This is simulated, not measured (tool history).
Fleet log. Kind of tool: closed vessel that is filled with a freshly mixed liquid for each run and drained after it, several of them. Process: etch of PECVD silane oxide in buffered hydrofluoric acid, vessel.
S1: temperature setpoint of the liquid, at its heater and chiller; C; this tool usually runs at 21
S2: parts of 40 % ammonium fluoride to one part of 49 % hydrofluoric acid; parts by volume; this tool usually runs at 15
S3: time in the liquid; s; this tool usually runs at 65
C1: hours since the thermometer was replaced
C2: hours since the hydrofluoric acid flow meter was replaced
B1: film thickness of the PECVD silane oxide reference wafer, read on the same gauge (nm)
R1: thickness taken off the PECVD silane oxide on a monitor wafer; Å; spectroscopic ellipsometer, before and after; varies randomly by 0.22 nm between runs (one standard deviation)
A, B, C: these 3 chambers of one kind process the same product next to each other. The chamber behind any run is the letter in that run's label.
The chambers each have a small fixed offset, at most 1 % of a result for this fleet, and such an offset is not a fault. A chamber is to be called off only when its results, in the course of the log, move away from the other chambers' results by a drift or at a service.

run 1B hour=5 | S1=21 S2=15 S3=65 | C1=1543.2 C2=325.5 | B1=149.98 | R1=617.61
run 2C hour=8 | S1=21 S2=15 S3=65 | C1=934.2 C2=785.7 | B1=149.98 | R1=616.58
run 3A hour=11.4 | S1=21 S2=15 S3=65 | C1=727.3 C2=150.8 | B1=150 | R1=627.19
run 4B hour=16.1 | S1=21 S2=15 S3=65 | C1=1554.3 C2=336.6 | B1=149.99 | R1=625.02
run 5C hour=20.1 | S1=21 S2=15 S3=65 | C1=946.3 C2=797.8 | B1=150.01 | R1=615.68
run 6A hour=23.7 | S1=21 S2=15 S3=65 | C1=739.6 C2=163.1 | B1=149.97 | R1=622.17
run 7B hour=29.3 | S1=21 S2=15 S3=65 | C1=1567.5 C2=349.8 | B1=150 | R1=623.36
run 8C hour=33 | S1=21 S2=15 S3=40 | C1=959.2 C2=810.7 | B1=149.98 | R1=378.37
run 9A hour=37.1 | S1=21 S2=15 S3=40 | C1=753 C2=176.5 | B1=150.02 | R1=383.15
run 10C hour=43.2 | S1=21 S2=15 S3=40 | C1=969.4 C2=820.9 | B1=150.04 | R1=379.27
-- hour=45.5 chamber A: thermometer replaced
run 11A hour=48.7 | S1=21 S2=15 S3=65 | C1=3.3 C2=188.1 | B1=150.04 | R1=621.3
-- hour=49.4 chamber B: thermometer replaced
run 12B hour=53 | S1=23 S2=15 S3=65 | C1=3.7 C2=373.5 | B1=150.02 | R1=691.77
run 13B hour=57.9 | S1=23 S2=15 S3=65 | C1=8.6 C2=378.4 | B1=150.01 | R1=697.33
run 14C hour=63 | S1=23 S2=15 S3=65 | C1=989.2 C2=840.7 | B1=150 | R1=686.46
run 15A hour=68 | S1=21 S2=15 S3=65 | C1=22.6 C2=207.4 | B1=150 | R1=623.39
run 16A hour=72.5 | S1=19 S2=13 S3=65 | C1=27.1 C2=211.9 | B1=150.04 | R1=638.88
run 17C hour=77.2 | S1=19 S2=13 S3=65 | C1=1003.4 C2=854.9 | B1=150.02 | R1=632.31
run 18B hour=82.5 | S1=19 S2=13 S3=65 | C1=33.2 C2=403 | B1=149.99 | R1=643.24
run 19A hour=87.8 | S1=21 S2=15 S3=65 | C1=42.4 C2=227.2 | B1=150.02 | R1=626.34
run 20C hour=93.5 | S1=21 S2=15 S3=65 | C1=1019.7 C2=871.2 | B1=149.99 | R1=614.77
run 21B hour=99.5 | S1=21 S2=15 S3=65 | C1=50.2 C2=420 | B1=149.98 | R1=626
run 22A hour=104.2 | S1=21 S2=10 S3=65 | C1=58.8 C2=243.6 | B1=150.03 | R1=927.47
run 23C hour=109 | S1=21 S2=10 S3=65 | C1=1035.2 C2=886.7 | B1=150.01 | R1=912.23
run 24B hour=115 | S1=21 S2=10 S3=65 | C1=65.7 C2=435.5 | B1=150.05 | R1=932.88
run 25B hour=119.7 | S1=21 S2=15 S3=65 | C1=70.4 C2=440.2 | B1=150.01 | R1=620.18
run 26A hour=126.4 | S1=21 S2=15 S3=65 | C1=81 C2=265.8 | B1=150 | R1=618.59
run 27C hour=133.1 | S1=18 S2=13 S3=65 | C1=1059.3 C2=910.8 | B1=150 | R1=595.87
run 28A hour=139.6 | S1=18 S2=13 S3=65 | C1=94.2 C2=279 | B1=150 | R1=604.61
run 29B hour=144.7 | S1=18 S2=13 S3=65 | C1=95.4 C2=465.2 | B1=150.02 | R1=607.46
run 30C hour=150.5 | S1=21 S2=15 S3=65 | C1=1076.7 C2=928.2 | B1=150 | R1=614.18
run 31C hour=153.7 | S1=21 S2=15 S3=65 | C1=1079.9 C2=931.4 | B1=149.97 | R1=613.35
run 32B hour=158.6 | S1=21 S2=17.5 S3=65 | C1=109.3 C2=479.1 | B1=149.95 | R1=532.8
run 33A hour=164.9 | S1=21 S2=17.5 S3=65 | C1=119.5 C2=304.3 | B1=150.01 | R1=534.64
run 34B hour=171.1 | S1=21 S2=17.5 S3=65 | C1=121.8 C2=491.6 | B1=150.03 | R1=537.39
run 35A hour=176.3 | S1=21 S2=15 S3=65 | C1=130.9 C2=315.7 | B1=150.01 | R1=627.19
run 36C hour=181.4 | S1=21 S2=15 S3=65 | C1=1107.6 C2=959.1 | B1=149.99 | R1=615.55

For the next run the whole fleet of 3 chambers uses the same settings. Give each chamber's results:
run 37A hour=186.3 | S1=21 S2=15 S3=65 | R1=?
run 37B hour=186.3 | S1=21 S2=15 S3=65 | R1=?
run 37C hour=186.3 | S1=21 S2=15 S3=65 | R1=?

run=37A R1=623.09
run=37B R1=621.71
run=37C R1=612.46
